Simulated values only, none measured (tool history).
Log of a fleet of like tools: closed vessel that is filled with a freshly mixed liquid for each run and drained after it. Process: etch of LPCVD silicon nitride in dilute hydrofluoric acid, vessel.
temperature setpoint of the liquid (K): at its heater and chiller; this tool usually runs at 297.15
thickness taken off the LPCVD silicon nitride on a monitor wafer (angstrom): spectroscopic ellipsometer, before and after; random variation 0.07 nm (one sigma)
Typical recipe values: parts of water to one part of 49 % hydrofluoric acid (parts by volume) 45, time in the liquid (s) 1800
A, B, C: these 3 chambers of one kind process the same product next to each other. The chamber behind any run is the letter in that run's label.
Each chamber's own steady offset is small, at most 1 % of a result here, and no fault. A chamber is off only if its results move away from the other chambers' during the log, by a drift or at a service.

run   hour  temperature setpoint of the liquid (K)  parts of water to one part of 49 % hydrofluoric acid (parts by volume)  time in the liquid (s)  read-back film thickness of the LPCVD silicon nitride reference wafer, read on the same gauge (nm)  thickness taken off the LPCVD silicon nitride on a monitor wafer (angstrom)
 1A    5.4                                  297.15                                                                      45                    1800                                                                                              109.98                                                                       209.48
 2C    9.1                                  297.15                                                                      45                    1800                                                                                              109.98                                                                       210.84
 3B   13.1                                  297.15                                                                      45                    1800                                                                                              109.99                                                                       211.02
 4A   17.4                                  297.15                                                                      45                    1800                                                                                              109.99                                                                       211.93
 5B   23.3                                  297.15                                                                      45                    1800                                                                                              109.99                                                                       210.92
 6C   27.2                                  297.15                                                                      45                    1800                                                                                              109.99                                                                       211.73
 7B   33.0                                  297.15                                                                      45                    1800                                                                                              109.98                                                                       209.73
 8C   39.0                                  297.15                                                                      45                    1800                                                                                              110.00                                                                       211.66
 9A   43.8                                  297.15                                                                      45                    1800                                                                                              109.99                                                                       213.00
10A   49.0                                  297.15                                                                      45                    1800                                                                                              110.00                                                                       213.10
11B   54.1                                  300.15                                                                      30                    1800                                                                                              110.00                                                                       384.25
12C   57.0                                  300.15                                                                      30                    1800                                                                                              109.96                                                                       380.47
13A   60.1                                  300.15                                                                      30                    1800                                                                                              109.99                                                                       388.22
14B   63.9                                  297.15                                                                      45                    1800                                                                                              110.01                                                                       210.24
15C   68.8                                  294.15                                                                      35                    1800                                                                                              110.00                                                                       219.33
16B   74.8                                  294.15                                                                      35                    1800                                                                                              110.00                                                                       215.92
17A   79.5                                  294.15                                                                      35                    1800                                                                                              109.99                                                                       222.29
18C   83.3                                  297.15                                                                      45                    1800                                                                                              110.00                                                                       212.13
19C   87.9                                  297.15                                                                      45                    1800                                                                                              110.00                                                                       211.73
20B   91.8                                  294.65                                                                      50                    1800                                                                                              110.00                                                                       160.74
21A   98.0                                  294.65                                                                      50                    1800                                                                                              109.99                                                                       163.77
22B  103.2                                  294.65                                                                      50                    1800                                                                                              110.02                                                                       159.32
23C  106.3                                  297.15                                                                      45                    1800                                                                                              110.00                                                                       211.34
24A  111.6                                  297.15                                                                      45                    1800                                                                                              110.01                                                                       218.01
25A  115.5                                  297.15                                                                      45                    1800                                                                                              110.01                                                                       218.75
26C  118.3                                  297.15                                                                      55                    2670                                                                                              110.02                                                                       257.46
27B  123.0                                  297.15                                                                      55                    2670                                                                                              110.00                                                                       254.79

Read the log: is a single chamber off, either drifting away or since a service, is the gauge that measures every chamber drifting, or is nothing wrong beyond small per-chamber offsets? Name any odd chamber and what most likely caused it.

One chamber, A, drifts off from the rest bit by bit.
Cause: hydrofluoric acid flow above the setpoint (%) = 4.28.
The log may not tell that from: liquid hotter than its thermometer reads (K).

Below are 4 candidate recipes for chamber A's next run, each the usual settings with a change, their results shown as question marks. Which of them brings A's results back in line with what the other chambers give on the usual settings?
Counts as in line when no further than this from what the other chambers average on the usual settings: thickness taken off the LPCVD silicon nitride on a monitor wafer (angstrom) 2.40
28A-1  127.4                                  297.15                                                                      45                    1780                                                                                                                                                                                ?
28A-2  127.4                                  297.15                                                                      45                    1820                                                                                                                                                                                ?
28A-3  127.4                                  297.15                                                                      45                    1735                                                                                                                                                                                ?
28A-4  127.4                                  297.15                                                                      45                    1870                                                                                                                                                                                ?

On the usual settings, the other chambers give on average: thickness taken off the LPCVD silicon nitride on a monitor wafer (angstrom) 210.73
  run  thickness taken off the LPCVD silicon nitride on a monitor wafer (angstrom)
28A-1                                                                       216.48
28A-2                                                                       221.34
28A-3                                                                       211.01
28A-4                                                                       227.42
It is 28A-3 that realigns the chamber with its peers.
